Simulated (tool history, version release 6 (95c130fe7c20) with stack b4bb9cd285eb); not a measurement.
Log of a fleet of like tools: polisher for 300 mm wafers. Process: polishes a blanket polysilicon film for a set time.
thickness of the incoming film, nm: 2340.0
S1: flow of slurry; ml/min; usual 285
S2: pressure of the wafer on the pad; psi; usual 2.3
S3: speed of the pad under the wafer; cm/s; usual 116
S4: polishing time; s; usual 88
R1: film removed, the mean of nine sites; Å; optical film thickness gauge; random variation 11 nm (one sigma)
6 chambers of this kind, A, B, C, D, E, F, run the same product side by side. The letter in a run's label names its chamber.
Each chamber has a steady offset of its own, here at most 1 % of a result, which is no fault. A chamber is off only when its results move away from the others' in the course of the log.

run	hour	S1	S2	S3	S4	R1
# hour 2.4: chamber A: slurry nozzle cleaned
1A	11.3	285	2.3	116	88	7958.4
# hour 12.7: chamber A: worn pad replaced by a new one
# hour 14.9: chamber F: slurry nozzle cleaned
2B	25.0	285	2.3	116	88	7965.0
# hour 25.6: chamber D: worn pad replaced by a new one
# hour 29.1: chamber B: worn pad replaced by a new one
3C	32.0	285	2.3	116	88	7930.5
4F	45.5	285	2.3	116	88	7949.7
# hour 55.4: chamber E: worn pad replaced by a new one
5E	55.8	285	1.8	116	88	6255.0
# hour 63.5: chamber F: worn pad replaced by a new one
6D	70.5	285	1.8	116	88	6386.9
# hour 73.1: chamber C: worn pad replaced by a new one
7A	77.8	285	1.8	116	88	6283.1
8E	88.7	285	1.8	116	88	6132.4
# hour 98.9: chamber A: worn pad replaced by a new one
# hour 100.3: chamber B: slurry nozzle cleaned
# hour 101.4: chamber D: worn pad replaced by a new one
9B	101.9	285	1.8	116	88	6372.7
10C	113.9	285	1.8	116	88	6299.0
11F	121.7	285	2.3	116	88	7998.0
# hour 123.8: chamber B: worn pad replaced by a new one
12D	133.3	285	2.3	116	88	8012.6
13D	146.6	285	2.3	116	88	8020.7
# hour 148.8: chamber D: slurry nozzle cleaned
# hour 151.7: chamber F: worn pad replaced by a new one
# hour 155.7: chamber C: worn pad replaced by a new one
14C	158.2	285	2.3	116	88	7899.8
# hour 169.8: chamber E: worn pad replaced by a new one
15B	173.3	285	2.3	116	88	8097.1
# hour 182.7: chamber A: worn pad replaced by a new one
# hour 185.5: chamber D: worn pad replaced by a new one
16A	187.5	285	2.3	116	88	8158.0
# hour 190.0: chamber E: slurry nozzle cleaned
17E	199.2	285	2.3	116	88	8186.7
18F	212.4	285	2.3	116	88	8099.7
# hour 217.5: chamber F: head pressure recalibrated
19E	219.8	215	2.7	116	88	8970.3
# hour 222.5: chamber F: worn pad replaced by a new one
# hour 230.1: chamber B: worn pad replaced by a new one
20A	231.6	215	2.7	116	88	9241.1
21B	238.9	215	2.7	116	88	9028.9
# hour 239.2: chamber C: worn pad replaced by a new one
22C	249.7	215	2.7	116	88	9244.8
# hour 261.3: chamber D: worn pad replaced by a new one
23D	264.3	215	2.7	116	88	9173.9
# hour 267.4: chamber E: worn pad replaced by a new one
# hour 271.5: chamber A: worn pad replaced by a new one
# hour 272.1: chamber F: slurry nozzle cleaned
24F	273.7	215	2.7	116	88	9101.1
25B	282.3	285	2.3	116	88	8084.8
26F	294.3	285	2.3	116	88	7967.9
# hour 304.1: chamber F: worn pad replaced by a new one
27C	304.8	250	2.8	116	88	9553.2
28E	316.9	250	2.8	116	88	9708.8
# hour 329.4: chamber C: worn pad replaced by a new one
29D	330.7	250	2.8	116	88	9532.2
30A	337.8	250	2.8	116	88	9616.9
# hour 339.0: chamber B: head pressure recalibrated
# hour 341.7: chamber B: slurry nozzle cleaned
# hour 345.1: chamber D: worn pad replaced by a new one
# hour 345.8: chamber B: worn pad replaced by a new one
# hour 348.4: chamber A: worn pad replaced by a new one
31F	352.4	250	2.8	116	88	9833.4
32C	364.9	250	2.8	116	88	9530.1
33D	378.4	285	2.3	116	88	7914.2
# hour 381.6: chamber E: worn pad replaced by a new one
34A	387.9	285	2.3	116	88	7853.9
# hour 389.4: chamber F: worn pad replaced by a new one
35E	398.3	285	2.3	116	88	7976.8
36B	405.2	285	2.3	116	88	8120.6
37F	415.3	190	2.3	116	88	7757.1

What goes on in this fleet: one chamber off, a drifting gauge, or nothing beyond the chambers' own small offsets? Name the chamber and the cause, if any.

No chamber stands off beyond its own small offset, and the gauge holds steady.

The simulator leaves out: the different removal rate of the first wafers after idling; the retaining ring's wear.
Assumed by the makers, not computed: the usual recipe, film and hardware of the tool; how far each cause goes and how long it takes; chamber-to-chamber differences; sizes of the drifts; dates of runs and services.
